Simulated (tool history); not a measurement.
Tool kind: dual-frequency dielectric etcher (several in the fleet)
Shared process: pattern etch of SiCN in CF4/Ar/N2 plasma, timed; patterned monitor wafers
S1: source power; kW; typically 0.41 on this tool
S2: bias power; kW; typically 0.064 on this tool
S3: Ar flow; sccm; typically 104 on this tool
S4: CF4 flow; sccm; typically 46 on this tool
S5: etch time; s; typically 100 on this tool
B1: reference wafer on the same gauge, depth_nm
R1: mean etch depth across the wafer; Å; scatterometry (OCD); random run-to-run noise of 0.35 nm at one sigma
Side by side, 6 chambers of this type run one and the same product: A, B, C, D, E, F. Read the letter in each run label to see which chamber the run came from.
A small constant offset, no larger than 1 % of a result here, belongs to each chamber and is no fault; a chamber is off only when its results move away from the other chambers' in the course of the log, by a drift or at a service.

run 1A hour=5.9 | S1=0.41 S2=0.064 S3=104 S4=46 S5=100 | B1=67.84 | R1=707.04
run 2F hour=10.7 | S1=0.41 S2=0.064 S3=104 S4=46 S5=100 | B1=67.936 | R1=718.75
run 3B hour=13.6 | S1=0.41 S2=0.064 S3=104 S4=46 S5=100 | B1=67.897 | R1=705.58
run 4C hour=16.3 | S1=0.41 S2=0.064 S3=104 S4=46 S5=100 | B1=67.908 | R1=711.36
run 5D hour=21.4 | S1=0.41 S2=0.064 S3=104 S4=46 S5=100 | B1=67.997 | R1=712.05
run 6E hour=24.3 | S1=0.41 S2=0.064 S3=104 S4=46 S5=100 | B1=67.885 | R1=700.87
run 7D hour=28.3 | S1=0.41 S2=0.064 S3=104 S4=46 S5=100 | B1=67.905 | R1=708.02
run 8F hour=34.2 | S1=0.41 S2=0.064 S3=104 S4=46 S5=100 | B1=67.897 | R1=711.49
run 9A hour=38.1 | S1=0.41 S2=0.064 S3=104 S4=46 S5=100 | B1=67.896 | R1=706.29
run 10B hour=41.3 | S1=0.41 S2=0.064 S3=104 S4=46 S5=100 | B1=67.944 | R1=707.37
run 11C hour=45.7 | S1=0.41 S2=0.064 S3=104 S4=46 S5=100 | B1=67.89 | R1=712.45
-- hour=50.7 chamber C: wet clean of the chamber
run 12E hour=51.3 | S1=0.41 S2=0.064 S3=104 S4=46 S5=100 | B1=67.964 | R1=699.97
run 13F hour=54.8 | S1=0.41 S2=0.064 S3=104 S4=46 S5=100 | B1=67.862 | R1=702.12
run 14A hour=58.1 | S1=0.41 S2=0.064 S3=104 S4=36 S5=100 | B1=67.915 | R1=676.22
run 15E hour=60.7 | S1=0.41 S2=0.064 S3=104 S4=36 S5=100 | B1=67.86 | R1=668.98
-- hour=62.6 chamber B: wet clean of the chamber
run 16D hour=66.3 | S1=0.41 S2=0.064 S3=104 S4=36 S5=100 | B1=67.82 | R1=679.54
run 17C hour=69 | S1=0.41 S2=0.064 S3=104 S4=36 S5=100 | B1=67.883 | R1=683.83
run 18B hour=74.1 | S1=0.41 S2=0.064 S3=104 S4=36 S5=100 | B1=67.914 | R1=683.13
run 19F hour=79.6 | S1=0.41 S2=0.064 S3=104 S4=36 S5=100 | B1=67.959 | R1=667.94
run 20A hour=83.2 | S1=0.44 S2=0.064 S3=104 S4=46 S5=100 | B1=67.899 | R1=750.82
run 21C hour=87.3 | S1=0.44 S2=0.064 S3=104 S4=46 S5=100 | B1=67.975 | R1=755.9
run 22E hour=92.2 | S1=0.44 S2=0.064 S3=104 S4=46 S5=100 | B1=67.934 | R1=747.66
run 23B hour=95 | S1=0.44 S2=0.064 S3=104 S4=46 S5=100 | B1=67.95 | R1=750.01
run 24D hour=99.1 | S1=0.44 S2=0.064 S3=104 S4=46 S5=100 | B1=67.972 | R1=748.18
run 25B hour=104.6 | S1=0.44 S2=0.064 S3=104 S4=46 S5=100 | B1=67.889 | R1=751.76
run 26C hour=107.6 | S1=0.41 S2=0.055 S3=104 S4=54 S5=100 | B1=67.919 | R1=687.48
run 27E hour=110.4 | S1=0.41 S2=0.055 S3=104 S4=54 S5=100 | B1=67.905 | R1=688.22
run 28D hour=113.4 | S1=0.41 S2=0.055 S3=104 S4=54 S5=100 | B1=67.869 | R1=687.18
run 29F hour=117.5 | S1=0.41 S2=0.055 S3=104 S4=54 S5=100 | B1=67.901 | R1=671.06
run 30A hour=120.3 | S1=0.41 S2=0.055 S3=104 S4=54 S5=100 | B1=67.917 | R1=688.33
run 31D hour=124.9 | S1=0.41 S2=0.055 S3=104 S4=54 S5=100 | B1=67.996 | R1=682.97
run 32B hour=128.6 | S1=0.41 S2=0.064 S3=104 S4=46 S5=100 | B1=67.976 | R1=710.85
-- hour=131.3 chamber E: bias power generator calibrated
run 33A hour=134.5 | S1=0.41 S2=0.064 S3=104 S4=46 S5=100 | B1=67.909 | R1=711.64
run 34E hour=137.3 | S1=0.41 S2=0.064 S3=104 S4=46 S5=100 | B1=67.793 | R1=707.42
run 35C hour=140 | S1=0.49 S2=0.064 S3=124 S4=46 S5=100 | B1=67.899 | R1=800.71
run 36F hour=145.6 | S1=0.49 S2=0.064 S3=124 S4=46 S5=100 | B1=67.82 | R1=775.12
run 37A hour=150.5 | S1=0.49 S2=0.064 S3=124 S4=46 S5=100 | B1=67.922 | R1=800.03

The same settings go to every chamber for the next run, one line per chamber below. Forecast the results for each:
run 38A hour=154.7 | S1=0.41 S2=0.064 S3=104 S4=46 S5=100 | R1=?
run 38B hour=154.7 | S1=0.41 S2=0.064 S3=104 S4=46 S5=100 | R1=?
run 38C hour=154.7 | S1=0.41 S2=0.064 S3=104 S4=46 S5=100 | R1=?
run 38D hour=154.7 | S1=0.41 S2=0.064 S3=104 S4=46 S5=100 | R1=?
run 38E hour=154.7 | S1=0.41 S2=0.064 S3=104 S4=46 S5=100 | R1=?
run 38F hour=154.7 | S1=0.41 S2=0.064 S3=104 S4=46 S5=100 | R1=?

run=38A R1=707.12
run=38B R1=713.43
run=38C R1=718.62
run=38D R1=706.08
run=38E R1=703.04
run=38F R1=686.21
